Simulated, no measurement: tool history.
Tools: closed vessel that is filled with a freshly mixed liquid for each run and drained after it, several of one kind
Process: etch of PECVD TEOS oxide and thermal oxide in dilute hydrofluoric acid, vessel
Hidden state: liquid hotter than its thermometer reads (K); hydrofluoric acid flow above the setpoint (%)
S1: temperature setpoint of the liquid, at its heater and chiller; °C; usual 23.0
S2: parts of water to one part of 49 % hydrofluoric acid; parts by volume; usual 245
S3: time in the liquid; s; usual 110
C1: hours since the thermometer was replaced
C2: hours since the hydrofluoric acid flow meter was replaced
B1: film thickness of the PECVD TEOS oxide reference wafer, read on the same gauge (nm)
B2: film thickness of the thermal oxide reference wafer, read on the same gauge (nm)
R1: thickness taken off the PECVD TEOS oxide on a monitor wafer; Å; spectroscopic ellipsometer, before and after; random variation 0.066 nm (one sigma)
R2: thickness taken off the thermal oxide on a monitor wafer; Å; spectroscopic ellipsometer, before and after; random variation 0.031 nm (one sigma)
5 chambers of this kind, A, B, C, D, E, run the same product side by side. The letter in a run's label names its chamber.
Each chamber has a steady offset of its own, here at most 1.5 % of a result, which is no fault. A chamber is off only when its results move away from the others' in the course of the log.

run 1B hour=5.1 | S1=23.0 S2=245 S3=110 | C1=1436.1 C2=700.1 | B1=129.99 B2=89.996 | R1=104.910 R2=17.1820
run 2A hour=13.0 | S1=23.0 S2=245 S3=110 | C1=462.3 C2=737.6 | B1=130.00 B2=89.993 | R1=104.660 R2=17.4930
run 3D hour=17.2 | S1=23.0 S2=245 S3=110 | C1=219.6 C2=175.5 | B1=130.00 B2=90.003 | R1=104.470 R2=16.6920
run 4E hour=21.0 | S1=23.0 S2=245 S3=110 | C1=1250.1 C2=2107.6 | B1=129.98 B2=90.011 | R1=104.540 R2=17.6620
run 5C hour=26.5 | S1=23.0 S2=245 S3=110 | C1=457.0 C2=325.2 | B1=130.02 B2=89.974 | R1=105.480 R2=17.0850
run 6A hour=34.8 | S1=23.0 S2=245 S3=110 | C1=484.1 C2=759.4 | B1=129.99 B2=90.006 | R1=105.120 R2=17.0210
run 7D hour=43.2 | S1=23.0 S2=245 S3=110 | C1=245.6 C2=201.5 | B1=129.98 B2=89.983 | R1=104.370 R2=16.9160
run 8E hour=49.7 | S1=23.0 S2=245 S3=110 | C1=1278.8 C2=2136.3 | B1=130.00 B2=89.981 | R1=104.860 R2=16.6510
run 9B hour=57.5 | S1=21.0 S2=245 S3=170 | C1=1488.5 C2=752.5 | B1=130.00 B2=89.991 | R1=150.200 R2=23.6380
run 10C hour=63.2 | S1=21.0 S2=245 S3=170 | C1=493.7 C2=361.9 | B1=130.00 B2=89.989 | R1=151.080 R2=24.7740
run 11D hour=68.2 | S1=21.0 S2=245 S3=170 | C1=270.6 C2=226.5 | B1=130.00 B2=90.004 | R1=151.910 R2=24.1870
run 12C hour=72.5 | S1=21.0 S2=245 S3=170 | C1=503.0 C2=371.2 | B1=130.00 B2=90.012 | R1=150.230 R2=24.4330
run 13A hour=77.6 | S1=21.0 S2=245 S3=170 | C1=526.9 C2=802.2 | B1=130.00 B2=89.996 | R1=150.190 R2=24.7900
run 14E hour=83.4 | S1=23.0 S2=245 S3=110 | C1=1312.5 C2=2170.0 | B1=130.00 B2=90.011 | R1=103.920 R2=16.9850
run 15B hour=91.1 | S1=19.5 S2=340 S3=110 | C1=1522.1 C2=786.1 | B1=129.98 B2=90.013 | R1=61.305 R2=9.8299
run 16B hour=96.6 | S1=19.5 S2=340 S3=110 | C1=1527.6 C2=791.6 | B1=130.02 B2=90.010 | R1=60.979 R2=9.8693
run 17D hour=103.4 | S1=19.5 S2=340 S3=110 | C1=305.8 C2=261.7 | B1=130.00 B2=90.011 | R1=60.755 R2=9.8160
run 18A hour=110.0 | S1=19.5 S2=340 S3=110 | C1=559.3 C2=834.6 | B1=130.01 B2=89.984 | R1=60.976 R2=9.7832
run 19C hour=118.2 | S1=19.5 S2=340 S3=110 | C1=548.7 C2=416.9 | B1=130.02 B2=89.995 | R1=60.636 R2=9.7416
run 20E hour=126.1 | S1=23.0 S2=245 S3=110 | C1=1355.2 C2=2212.7 | B1=129.97 B2=89.986 | R1=104.900 R2=17.3130
run 21C hour=129.7 | S1=23.0 S2=245 S3=110 | C1=560.2 C2=428.4 | B1=130.00 B2=89.994 | R1=105.190 R2=17.9200
run 22E hour=136.7 | S1=23.0 S2=245 S3=110 | C1=1365.8 C2=2223.3 | B1=129.99 B2=89.980 | R1=105.530 R2=17.2570
run 23A hour=142.1 | S1=23.0 S2=245 S3=110 | C1=591.4 C2=866.7 | B1=129.99 B2=89.984 | R1=104.340 R2=17.0060
run 24B hour=148.0 | S1=23.0 S2=245 S3=110 | C1=1579.0 C2=843.0 | B1=130.01 B2=89.973 | R1=104.620 R2=17.0320
run 25D hour=151.9 | S1=23.0 S2=245 S3=110 | C1=354.3 C2=310.2 | B1=130.00 B2=89.979 | R1=105.310 R2=17.1080
run 26D hour=157.8 | S1=23.0 S2=245 S3=110 | C1=360.2 C2=316.1 | B1=129.99 B2=90.001 | R1=104.890 R2=16.5980
run 27A hour=161.6 | S1=23.0 S2=245 S3=110 | C1=610.9 C2=886.2 | B1=129.98 B2=89.995 | R1=105.270 R2=17.0330
run 28E hour=169.3 | S1=23.0 S2=245 S3=110 | C1=1398.4 C2=2255.9 | B1=130.00 B2=89.971 | R1=105.370 R2=16.6630
run 29C hour=175.2 | S1=23.0 S2=245 S3=110 | C1=605.7 C2=473.9 | B1=130.02 B2=90.005 | R1=105.230 R2=16.6690
run 30B hour=181.4 | S1=23.0 S2=245 S3=110 | C1=1612.4 C2=876.4 | B1=129.99 B2=90.007 | R1=104.860 R2=16.9370
run 31E hour=186.3 | S1=23.0 S2=245 S3=110 | C1=1415.4 C2=2272.9 | B1=129.98 B2=90.011 | R1=105.510 R2=17.8610

All 5 chambers run these settings next. Forecast each chamber's results:
run 32A hour=192.4 | S1=23.0 S2=245 S3=110 | R1=? R2=?
run 32B hour=192.4 | S1=23.0 S2=245 S3=110 | R1=? R2=?
run 32C hour=192.4 | S1=23.0 S2=245 S3=110 | R1=? R2=?
run 32D hour=192.4 | S1=23.0 S2=245 S3=110 | R1=? R2=?
run 32E hour=192.4 | S1=23.0 S2=245 S3=110 | R1=? R2=?

run=32A R1=104.780 R2=17.4400
run=32B R1=105.190 R2=16.7350
run=32C R1=105.470 R2=17.3760
run=32D R1=105.910 R2=16.5710
run=32E R1=105.250 R2=16.4990
